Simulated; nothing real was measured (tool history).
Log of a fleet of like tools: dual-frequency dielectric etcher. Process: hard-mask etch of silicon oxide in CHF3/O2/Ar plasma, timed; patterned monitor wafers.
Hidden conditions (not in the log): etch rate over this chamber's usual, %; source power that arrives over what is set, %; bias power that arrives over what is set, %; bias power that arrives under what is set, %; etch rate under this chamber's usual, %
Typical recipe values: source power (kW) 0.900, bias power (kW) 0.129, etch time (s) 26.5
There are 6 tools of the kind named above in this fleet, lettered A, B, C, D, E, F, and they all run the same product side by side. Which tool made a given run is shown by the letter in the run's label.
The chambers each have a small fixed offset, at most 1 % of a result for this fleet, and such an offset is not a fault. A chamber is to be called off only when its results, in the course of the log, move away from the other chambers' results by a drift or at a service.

| run | hour | source power (kW) | bias power (kW) | etch time (s) | hours since the last wet clean | hours since the last source power generator calibration | hours since the last bias power generator calibration | read-back reference wafer on the same gauge, depth_nm | mean etch depth across the wafer (angstrom) |
|---|---|---|---|---|---|---|---|---|---|
|  | 4.3 | chamber B: wet clean of the chamber |
| 1D | 7.6 | 0.900 | 0.129 | 26.5 | 228.2 | 2991.7 | 3009.4 | 59.068 | 552.47 |
| 2C | 14.0 | 0.900 | 0.129 | 26.5 | 195.4 | 220.7 | 1522.6 | 59.070 | 546.65 |
| 3E | 17.5 | 0.900 | 0.129 | 26.5 | 588.0 | 3448.4 | 3433.0 | 59.060 | 552.18 |
| 4B | 22.0 | 0.900 | 0.129 | 26.5 | 17.7 | 1095.2 | 1708.6 | 59.065 | 547.95 |
| 5F | 27.6 | 0.900 | 0.129 | 19.0 | 252.1 | 503.9 | 2001.8 | 59.047 | 396.91 |
| 6A | 34.4 | 0.900 | 0.129 | 19.0 | 497.2 | 1769.3 | 257.4 | 59.057 | 392.06 |
| 7F | 40.0 | 0.900 | 0.129 | 19.0 | 264.5 | 516.3 | 2014.2 | 59.033 | 397.49 |
| 8C | 46.9 | 0.900 | 0.129 | 19.0 | 228.3 | 253.6 | 1555.5 | 59.017 | 392.10 |
| 9A | 54.7 | 0.900 | 0.129 | 19.0 | 517.5 | 1789.6 | 277.7 | 59.019 | 391.76 |
| 10E | 60.4 | 0.900 | 0.129 | 19.0 | 630.9 | 3491.3 | 3475.9 | 59.008 | 395.62 |
|  | 64.1 | chamber E: wet clean of the chamber |
| 11D | 67.6 | 0.900 | 0.143 | 26.5 | 288.2 | 3051.7 | 3069.4 | 59.026 | 567.36 |
| 12B | 71.5 | 0.900 | 0.143 | 26.5 | 67.2 | 1144.7 | 1758.1 | 58.986 | 566.73 |
| 13B | 78.3 | 0.900 | 0.143 | 26.5 | 74.0 | 1151.5 | 1764.9 | 58.976 | 565.27 |
| 14F | 83.3 | 0.900 | 0.143 | 26.5 | 307.8 | 559.6 | 2057.5 | 58.980 | 572.39 |
| 15A | 87.5 | 0.900 | 0.143 | 26.5 | 550.3 | 1822.4 | 310.5 | 58.939 | 562.88 |
| 16D | 95.0 | 0.900 | 0.143 | 26.5 | 315.6 | 3079.1 | 3096.8 | 58.924 | 565.76 |
| 17E | 99.0 | 0.900 | 0.129 | 26.5 | 35.0 | 3529.9 | 3514.5 | 58.946 | 551.27 |
| 18C | 105.3 | 0.900 | 0.129 | 26.5 | 286.7 | 312.0 | 1613.9 | 58.945 | 545.14 |
| 19F | 112.4 | 0.900 | 0.129 | 26.5 | 336.9 | 588.7 | 2086.6 | 58.931 | 553.96 |
| 20E | 117.7 | 0.900 | 0.129 | 26.5 | 53.7 | 3548.6 | 3533.2 | 58.921 | 551.39 |
| 21D | 124.4 | 0.900 | 0.129 | 26.5 | 345.0 | 3108.5 | 3126.2 | 58.894 | 549.68 |
| 22C | 130.8 | 0.900 | 0.129 | 26.5 | 312.2 | 337.5 | 1639.4 | 58.908 | 544.84 |
| 23A | 135.2 | 0.900 | 0.129 | 26.5 | 598.0 | 1870.1 | 358.2 | 58.893 | 545.35 |
|  | 138.9 | chamber A: wet clean of the chamber |
|  | 139.2 | chamber D: wet clean of the chamber |
| 24B | 139.8 | 0.900 | 0.129 | 26.5 | 135.5 | 1213.0 | 1826.4 | 58.887 | 548.31 |
| 25F | 145.3 | 0.900 | 0.129 | 26.5 | 369.8 | 621.6 | 2119.5 | 58.889 | 552.71 |
| 26A | 151.0 | 0.900 | 0.129 | 26.5 | 12.2 | 1885.9 | 374.0 | 58.860 | 545.25 |
| 27D | 157.8 | 0.900 | 0.129 | 26.5 | 18.6 | 3141.9 | 3159.6 | 58.822 | 550.49 |
| 28E | 162.3 | 0.900 | 0.129 | 26.5 | 98.3 | 3593.2 | 3577.8 | 58.832 | 550.15 |
| 29B | 166.8 | 0.900 | 0.129 | 26.5 | 162.5 | 1240.0 | 1853.4 | 58.847 | 547.98 |
| 30C | 173.9 | 0.900 | 0.129 | 26.5 | 355.3 | 380.6 | 1682.5 | 58.831 | 544.07 |
| 31C | 177.8 | 0.900 | 0.129 | 26.5 | 359.2 | 384.5 | 1686.4 | 58.812 | 544.62 |
|  | 181.9 | chamber F: wet clean of the chamber |
| 32A | 181.9 | 0.900 | 0.129 | 26.5 | 43.1 | 1916.8 | 404.9 | 58.817 | 543.53 |
| 33F | 187.2 | 0.900 | 0.129 | 26.5 | 5.3 | 663.5 | 2161.4 | 58.811 | 552.34 |
| 34B | 192.8 | 0.900 | 0.129 | 26.5 | 188.5 | 1266.0 | 1879.4 | 58.795 | 545.88 |
| 35E | 200.1 | 0.900 | 0.129 | 26.5 | 136.1 | 3631.0 | 3615.6 | 58.782 | 549.47 |
| 36D | 203.9 | 0.900 | 0.129 | 26.5 | 64.7 | 3188.0 | 3205.7 | 58.785 | 549.53 |
| 37F | 210.3 | 0.900 | 0.129 | 26.5 | 28.4 | 686.6 | 2184.5 | 58.761 | 552.53 |

All chambers now run identical settings, listed one chamber a line with results as question marks. What results will each chamber show?
| 38A | 216.2 | 0.900 | 0.116 | 26.5 |  |  |  |  | ? |
| 38B | 216.2 | 0.900 | 0.116 | 26.5 |  |  |  |  | ? |
| 38C | 216.2 | 0.900 | 0.116 | 26.5 |  |  |  |  | ? |
| 38D | 216.2 | 0.900 | 0.116 | 26.5 |  |  |  |  | ? |
| 38E | 216.2 | 0.900 | 0.116 | 26.5 |  |  |  |  | ? |
| 38F | 216.2 | 0.900 | 0.116 | 26.5 |  |  |  |  | ? |

| run | mean etch depth across the wafer (angstrom) |
|---|---|
| 38A | 526.88 |
| 38B | 528.30 |
| 38C | 526.84 |
| 38D | 532.03 |
| 38E | 532.20 |
| 38F | 534.71 |
